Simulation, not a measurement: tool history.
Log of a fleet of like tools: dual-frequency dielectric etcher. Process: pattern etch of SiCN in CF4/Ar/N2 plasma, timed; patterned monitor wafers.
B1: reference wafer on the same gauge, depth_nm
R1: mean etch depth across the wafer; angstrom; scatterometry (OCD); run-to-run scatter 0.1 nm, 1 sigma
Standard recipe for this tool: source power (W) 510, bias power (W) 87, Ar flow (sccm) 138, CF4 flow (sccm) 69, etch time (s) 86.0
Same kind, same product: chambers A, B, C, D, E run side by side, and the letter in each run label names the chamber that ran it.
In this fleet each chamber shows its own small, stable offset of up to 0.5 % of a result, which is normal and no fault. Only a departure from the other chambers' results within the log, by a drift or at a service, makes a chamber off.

{"run": "1D", "day": 0.421, "source power (W)": 510, "bias power (W)": 87, "Ar flow (sccm)": 138, "CF4 flow (sccm)": 69, "etch time (s)": 86.0, "B1": 96.18, "R1": 839.85}
{"run": "2A", "day": 0.638, "source power (W)": 510, "bias power (W)": 87, "Ar flow (sccm)": 138, "CF4 flow (sccm)": 69, "etch time (s)": 86.0, "B1": 96.16, "R1": 837.05}
{"run": "3E", "day": 0.929, "source power (W)": 510, "bias power (W)": 87, "Ar flow (sccm)": 138, "CF4 flow (sccm)": 69, "etch time (s)": 86.0, "B1": 96.167, "R1": 838.61}
{"run": "4B", "day": 1.325, "source power (W)": 510, "bias power (W)": 87, "Ar flow (sccm)": 138, "CF4 flow (sccm)": 69, "etch time (s)": 86.0, "B1": 96.151, "R1": 835.05}
{"run": "5C", "day": 1.7, "source power (W)": 510, "bias power (W)": 87, "Ar flow (sccm)": 138, "CF4 flow (sccm)": 69, "etch time (s)": 86.0, "B1": 96.104, "R1": 842.79}
{"day": 1.896, "done": "chamber C: wet clean of the chamber"}
{"run": "6D", "day": 2.042, "source power (W)": 510, "bias power (W)": 87, "Ar flow (sccm)": 138, "CF4 flow (sccm)": 69, "etch time (s)": 86.0, "B1": 96.128, "R1": 839.87}
{"run": "7C", "day": 2.433, "source power (W)": 510, "bias power (W)": 87, "Ar flow (sccm)": 138, "CF4 flow (sccm)": 69, "etch time (s)": 86.0, "B1": 96.087, "R1": 843.55}
{"run": "8A", "day": 2.896, "source power (W)": 630, "bias power (W)": 87, "Ar flow (sccm)": 125, "CF4 flow (sccm)": 69, "etch time (s)": 86.0, "B1": 96.106, "R1": 1016.9}
{"run": "9E", "day": 3.146, "source power (W)": 630, "bias power (W)": 87, "Ar flow (sccm)": 125, "CF4 flow (sccm)": 69, "etch time (s)": 86.0, "B1": 96.092, "R1": 1023.0}
{"run": "10B", "day": 3.571, "source power (W)": 630, "bias power (W)": 87, "Ar flow (sccm)": 125, "CF4 flow (sccm)": 69, "etch time (s)": 86.0, "B1": 96.037, "R1": 1017.9}
{"run": "11C", "day": 4.038, "source power (W)": 630, "bias power (W)": 87, "Ar flow (sccm)": 125, "CF4 flow (sccm)": 69, "etch time (s)": 86.0, "B1": 96.022, "R1": 1024.7}
{"run": "12A", "day": 4.308, "source power (W)": 630, "bias power (W)": 87, "Ar flow (sccm)": 125, "CF4 flow (sccm)": 69, "etch time (s)": 86.0, "B1": 95.996, "R1": 1019.1}
{"run": "13E", "day": 4.725, "source power (W)": 510, "bias power (W)": 87, "Ar flow (sccm)": 138, "CF4 flow (sccm)": 69, "etch time (s)": 86.0, "B1": 95.97, "R1": 836.16}
{"run": "14B", "day": 5.012, "source power (W)": 510, "bias power (W)": 87, "Ar flow (sccm)": 138, "CF4 flow (sccm)": 69, "etch time (s)": 86.0, "B1": 95.992, "R1": 834.11}
{"day": 5.304, "done": "chamber B: wet clean of the chamber"}
{"run": "15D", "day": 5.312, "source power (W)": 510, "bias power (W)": 87, "Ar flow (sccm)": 138, "CF4 flow (sccm)": 69, "etch time (s)": 86.0, "B1": 95.965, "R1": 838.59}
{"day": 5.4, "done": "chamber D: wet clean of the chamber"}
{"run": "16A", "day": 5.562, "source power (W)": 510, "bias power (W)": 87, "Ar flow (sccm)": 138, "CF4 flow (sccm)": 69, "etch time (s)": 86.0, "B1": 95.96, "R1": 837.62}
{"run": "17E", "day": 5.871, "source power (W)": 510, "bias power (W)": 87, "Ar flow (sccm)": 138, "CF4 flow (sccm)": 69, "etch time (s)": 86.0, "B1": 95.912, "R1": 838.25}
{"run": "18C", "day": 6.2, "source power (W)": 510, "bias power (W)": 87, "Ar flow (sccm)": 138, "CF4 flow (sccm)": 69, "etch time (s)": 86.0, "B1": 95.944, "R1": 842.54}
{"run": "19B", "day": 6.454, "source power (W)": 510, "bias power (W)": 87, "Ar flow (sccm)": 138, "CF4 flow (sccm)": 69, "etch time (s)": 86.0, "B1": 95.929, "R1": 833.0}
{"run": "20D", "day": 6.721, "source power (W)": 510, "bias power (W)": 87, "Ar flow (sccm)": 138, "CF4 flow (sccm)": 52, "etch time (s)": 72.5, "B1": 95.893, "R1": 675.77}
{"day": 7.088, "done": "chamber E: wet clean of the chamber"}
{"run": "21A", "day": 7.15, "source power (W)": 510, "bias power (W)": 87, "Ar flow (sccm)": 138, "CF4 flow (sccm)": 52, "etch time (s)": 72.5, "B1": 95.871, "R1": 672.6}
{"run": "22B", "day": 7.412, "source power (W)": 510, "bias power (W)": 87, "Ar flow (sccm)": 138, "CF4 flow (sccm)": 52, "etch time (s)": 72.5, "B1": 95.871, "R1": 671.51}
{"run": "23D", "day": 7.729, "source power (W)": 510, "bias power (W)": 87, "Ar flow (sccm)": 138, "CF4 flow (sccm)": 52, "etch time (s)": 72.5, "B1": 95.85, "R1": 675.9}
{"run": "24E", "day": 7.975, "source power (W)": 510, "bias power (W)": 87, "Ar flow (sccm)": 138, "CF4 flow (sccm)": 52, "etch time (s)": 72.5, "B1": 95.848, "R1": 671.39}
{"run": "25C", "day": 8.246, "source power (W)": 510, "bias power (W)": 87, "Ar flow (sccm)": 138, "CF4 flow (sccm)": 69, "etch time (s)": 86.0, "B1": 95.826, "R1": 840.1}
{"run": "26B", "day": 8.542, "source power (W)": 510, "bias power (W)": 87, "Ar flow (sccm)": 116, "CF4 flow (sccm)": 69, "etch time (s)": 86.0, "B1": 95.81, "R1": 856.81}
{"run": "27D", "day": 8.912, "source power (W)": 510, "bias power (W)": 87, "Ar flow (sccm)": 116, "CF4 flow (sccm)": 69, "etch time (s)": 86.0, "B1": 95.785, "R1": 857.54}
{"run": "28E", "day": 9.221, "source power (W)": 510, "bias power (W)": 87, "Ar flow (sccm)": 116, "CF4 flow (sccm)": 69, "etch time (s)": 86.0, "B1": 95.752, "R1": 855.79}
{"run": "29A", "day": 9.538, "source power (W)": 510, "bias power (W)": 87, "Ar flow (sccm)": 116, "CF4 flow (sccm)": 69, "etch time (s)": 86.0, "B1": 95.789, "R1": 856.11}
{"run": "30C", "day": 9.8, "source power (W)": 510, "bias power (W)": 87, "Ar flow (sccm)": 116, "CF4 flow (sccm)": 69, "etch time (s)": 86.0, "B1": 95.754, "R1": 864.58}
{"run": "31C", "day": 10.121, "source power (W)": 510, "bias power (W)": 87, "Ar flow (sccm)": 138, "CF4 flow (sccm)": 69, "etch time (s)": 86.0, "B1": 95.715, "R1": 840.36}
{"run": "32A", "day": 10.408, "source power (W)": 510, "bias power (W)": 87, "Ar flow (sccm)": 138, "CF4 flow (sccm)": 69, "etch time (s)": 86.0, "B1": 95.746, "R1": 836.12}

Predict what each chamber gives when all 5 of them run the settings below next.
{"run": "33A", "day": 10.758, "source power (W)": 510, "bias power (W)": 87, "Ar flow (sccm)": 161, "CF4 flow (sccm)": 69, "etch time (s)": 86.0, "R1": "?"}
{"run": "33B", "day": 10.758, "source power (W)": 510, "bias power (W)": 87, "Ar flow (sccm)": 161, "CF4 flow (sccm)": 69, "etch time (s)": 86.0, "R1": "?"}
{"run": "33C", "day": 10.758, "source power (W)": 510, "bias power (W)": 87, "Ar flow (sccm)": 161, "CF4 flow (sccm)": 69, "etch time (s)": 86.0, "R1": "?"}
{"run": "33D", "day": 10.758, "source power (W)": 510, "bias power (W)": 87, "Ar flow (sccm)": 161, "CF4 flow (sccm)": 69, "etch time (s)": 86.0, "R1": "?"}
{"run": "33E", "day": 10.758, "source power (W)": 510, "bias power (W)": 87, "Ar flow (sccm)": 161, "CF4 flow (sccm)": 69, "etch time (s)": 86.0, "R1": "?"}

run=33A R1=814.52
run=33B R1=811.24
run=33C R1=818.47
run=33D R1=816.61
run=33E R1=816.69

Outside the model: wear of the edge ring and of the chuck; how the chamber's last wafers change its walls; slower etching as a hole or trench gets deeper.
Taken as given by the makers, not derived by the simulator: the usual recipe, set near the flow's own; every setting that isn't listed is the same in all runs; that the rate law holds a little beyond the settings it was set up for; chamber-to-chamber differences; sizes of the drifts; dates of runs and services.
